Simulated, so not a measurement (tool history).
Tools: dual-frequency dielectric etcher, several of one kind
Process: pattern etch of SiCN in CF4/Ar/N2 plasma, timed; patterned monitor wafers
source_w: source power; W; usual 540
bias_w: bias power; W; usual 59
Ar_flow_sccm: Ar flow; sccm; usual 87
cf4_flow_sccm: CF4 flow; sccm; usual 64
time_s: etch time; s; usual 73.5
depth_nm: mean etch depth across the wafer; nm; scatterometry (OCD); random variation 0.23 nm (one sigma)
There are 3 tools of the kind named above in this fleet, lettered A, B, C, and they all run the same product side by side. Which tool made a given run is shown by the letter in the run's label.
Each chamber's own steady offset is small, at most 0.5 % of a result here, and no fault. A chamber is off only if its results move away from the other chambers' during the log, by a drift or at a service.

| run | hour | source_w | bias_w | Ar_flow_sccm | cf4_flow_sccm | time_s | read-back reference wafer on the same gauge, depth_nm | depth_nm |
|---|---|---|---|---|---|---|---|---|
| 1B | 6.1 | 540 | 59 | 87 | 64 | 73.5 | 65.602 | 69.643 |
|  | 7.9 | chamber B: CF4 flow controller replaced |
| 2C | 17.3 | 540 | 59 | 87 | 64 | 73.5 | 65.615 | 69.576 |
| 3A | 30.8 | 540 | 59 | 87 | 64 | 73.5 | 65.619 | 70.128 |
| 4A | 38.1 | 540 | 59 | 87 | 64 | 73.5 | 65.611 | 70.163 |
| 5B | 48.7 | 540 | 59 | 87 | 64 | 73.5 | 65.618 | 69.969 |
| 6C | 55.9 | 540 | 59 | 87 | 64 | 73.5 | 65.634 | 69.872 |
| 7A | 64.1 | 540 | 59 | 87 | 64 | 73.5 | 65.594 | 70.19 |
| 8B | 70.5 | 540 | 59 | 87 | 64 | 73.5 | 65.581 | 69.857 |
| 9C | 82.9 | 540 | 59 | 87 | 64 | 73.5 | 65.588 | 69.706 |
| 10C | 92.9 | 490 | 59 | 87 | 64 | 65.5 | 65.622 | 57.15 |
| 11A | 98.9 | 490 | 59 | 87 | 64 | 65.5 | 65.552 | 57.603 |
|  | 106.2 | chamber A: wet clean of the chamber |
| 12B | 109.6 | 490 | 59 | 87 | 64 | 65.5 | 65.668 | 57.157 |
| 13C | 115.6 | 540 | 49 | 87 | 55 | 73.5 | 65.623 | 63.7 |
|  | 123.8 | chamber B: wet clean of the chamber |
|  | 124.4 | chamber C: wet clean of the chamber |
| 14B | 125.8 | 540 | 49 | 87 | 55 | 73.5 | 65.599 | 64.396 |
| 15A | 135.9 | 540 | 49 | 87 | 55 | 73.5 | 65.582 | 64.431 |
|  | 136.7 | chamber C: bias power generator calibrated |
| 16A | 143.6 | 540 | 59 | 87 | 64 | 73.5 | 65.636 | 69.98 |
| 17C | 150.2 | 540 | 59 | 87 | 64 | 73.5 | 65.594 | 71.163 |
|  | 151.7 | chamber A: CF4 flow controller replaced |
| 18B | 158.4 | 540 | 59 | 87 | 64 | 73.5 | 65.617 | 70.351 |
| 19C | 169.3 | 540 | 59 | 87 | 64 | 73.5 | 65.633 | 71.776 |
| 20B | 182.2 | 440 | 53 | 87 | 64 | 73.5 | 65.624 | 56.83 |
| 21A | 191.8 | 440 | 53 | 87 | 64 | 73.5 | 65.64 | 56.483 |
| 22C | 202.5 | 440 | 53 | 87 | 64 | 73.5 | 65.697 | 57.744 |
| 23A | 211.5 | 540 | 59 | 87 | 64 | 73.5 | 65.585 | 69.974 |
| 24B | 221.3 | 540 | 59 | 87 | 64 | 73.5 | 65.679 | 69.778 |
| 25B | 229.4 | 540 | 59 | 87 | 64 | 57.5 | 65.603 | 54.73 |
| 26C | 239.4 | 540 | 59 | 87 | 64 | 57.5 | 65.65 | 56.017 |
| 27A | 249.4 | 540 | 59 | 87 | 64 | 57.5 | 65.603 | 54.956 |
| 28B | 255.5 | 540 | 59 | 87 | 64 | 73.5 | 65.587 | 70.017 |
| 29C | 267.8 | 540 | 59 | 87 | 64 | 73.5 | 65.623 | 71.655 |
| 30A | 275.5 | 540 | 59 | 87 | 64 | 73.5 | 65.639 | 70.544 |
| 31B | 284.6 | 540 | 59 | 87 | 64 | 73.5 | 65.603 | 69.892 |
| 32A | 294.5 | 540 | 59 | 87 | 64 | 73.5 | 65.613 | 70.167 |
| 33C | 300.4 | 540 | 59 | 87 | 64 | 73.5 | 65.581 | 71.771 |
| 34A | 310.5 | 540 | 59 | 87 | 64 | 73.5 | 65.599 | 69.718 |

The same settings go to every chamber for the next run, one line per chamber below. Forecast the results for each:
| 35A | 320.2 | 460 | 59 | 87 | 64 | 73.5 |  | ? |
| 35B | 320.2 | 460 | 59 | 87 | 64 | 73.5 |  | ? |
| 35C | 320.2 | 460 | 59 | 87 | 64 | 73.5 |  | ? |

| run | depth_nm |
|---|---|
| 35A | 60.543 |
| 35B | 60.879 |
| 35C | 62.025 |
